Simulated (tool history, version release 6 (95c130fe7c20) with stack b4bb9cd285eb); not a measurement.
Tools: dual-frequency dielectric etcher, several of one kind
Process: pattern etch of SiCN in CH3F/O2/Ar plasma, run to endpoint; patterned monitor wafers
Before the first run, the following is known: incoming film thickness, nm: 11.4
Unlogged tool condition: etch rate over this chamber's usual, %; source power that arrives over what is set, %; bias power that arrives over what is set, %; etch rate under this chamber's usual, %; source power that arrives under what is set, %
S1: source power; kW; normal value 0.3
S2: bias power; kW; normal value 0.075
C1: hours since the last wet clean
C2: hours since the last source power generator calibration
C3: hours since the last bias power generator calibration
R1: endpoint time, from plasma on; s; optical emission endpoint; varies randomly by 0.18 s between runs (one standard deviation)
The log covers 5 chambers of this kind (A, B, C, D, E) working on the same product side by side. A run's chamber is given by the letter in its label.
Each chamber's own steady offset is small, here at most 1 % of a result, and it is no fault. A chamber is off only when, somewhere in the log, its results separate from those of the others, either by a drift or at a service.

run,hour,S1,S2,C1,C2,C3,R1
1A,8.2,0.3,0.075,195.2,1568.8,1657.5,33.582
2C,12.9,0.3,0.075,290.4,2218.5,2690.7,33.476
# hour 13.4: chamber D: wet clean of the chamber
3E,21.3,0.3,0.075,311.5,816.8,1733.2,32.774
4B,26.6,0.3,0.075,362.6,2789.7,85.3,33.451
5D,34.9,0.3,0.075,21.5,987.2,180.4,33.666
6D,39.4,0.3,0.075,26,991.7,184.9,33.629
7C,44.9,0.25,0.065,322.4,2250.5,2722.7,37.567
8B,53.4,0.25,0.065,389.4,2816.5,112.1,37.514
9E,62.7,0.25,0.065,352.9,858.2,1774.6,37.49
10A,67.4,0.25,0.065,254.4,1628,1716.7,37.536
11E,75.3,0.25,0.065,365.5,870.8,1787.2,36.998
12D,82.9,0.25,0.065,69.5,1035.2,228.4,37.647
13B,91.3,0.25,0.065,427.3,2854.4,150,37.381
14C,99,0.25,0.065,376.5,2304.6,2776.8,37.491
15A,107.7,0.25,0.065,294.7,1668.3,1757,37.624
16B,114.7,0.25,0.065,450.7,2877.8,173.4,37.934
17A,120.5,0.3,0.075,307.5,1681.1,1769.8,33.586
18E,126.6,0.3,0.075,416.8,922.1,1838.5,33.047
19D,132.3,0.3,0.075,118.9,1084.6,277.8,33.37
20C,138.4,0.3,0.075,415.9,2344,2816.2,33.269
21B,143.7,0.3,0.075,479.7,2906.8,202.4,33.25
22C,150.2,0.3,0.075,427.7,2355.8,2828,32.908
23D,154.6,0.3,0.075,141.2,1106.9,300.1,33.672
24E,161.1,0.3,0.075,451.3,956.6,1873,33.41
25A,168.5,0.3,0.075,355.5,1729.1,1817.8,33.59
# hour 177.1: chamber C: wet clean of the chamber
26B,177.5,0.35,0.093,513.5,2940.6,236.2,28.554
27C,182.5,0.35,0.093,5.5,2388.1,2860.3,29.017
28A,191.3,0.35,0.093,378.3,1751.9,1840.6,29.161
29E,196.7,0.35,0.093,486.9,992.2,1908.6,28.998
30D,203,0.35,0.093,189.6,1155.3,348.5,29.336
31B,208.9,0.3,0.075,544.9,2972,267.6,33.136
32A,215.9,0.3,0.075,402.9,1776.5,1865.2,33.691
33E,222.7,0.3,0.075,512.9,1018.2,1934.6,33.27
# hour 231.3: chamber B: source power generator calibrated
34C,231.5,0.3,0.075,54.5,2437.1,2909.3,33.149
35D,236.4,0.3,0.075,223,1188.7,381.9,33.716
36A,245.1,0.3,0.075,432.1,1805.7,1894.4,33.531
37B,254.3,0.3,0.075,590.3,23.1,313,33.102
38D,263.3,0.3,0.075,249.9,1215.6,408.8,33.661

Each of the 5 chambers runs these same settings next. Fill in every chamber's results:
39A,270.2,0.23,0.075,,,,?
39B,270.2,0.23,0.075,,,,?
39C,270.2,0.23,0.075,,,,?
39D,270.2,0.23,0.075,,,,?
39E,270.2,0.23,0.075,,,,?

run,R1
39A,37.214
39B,36.961
39C,36.845
39D,37.323
39E,36.49
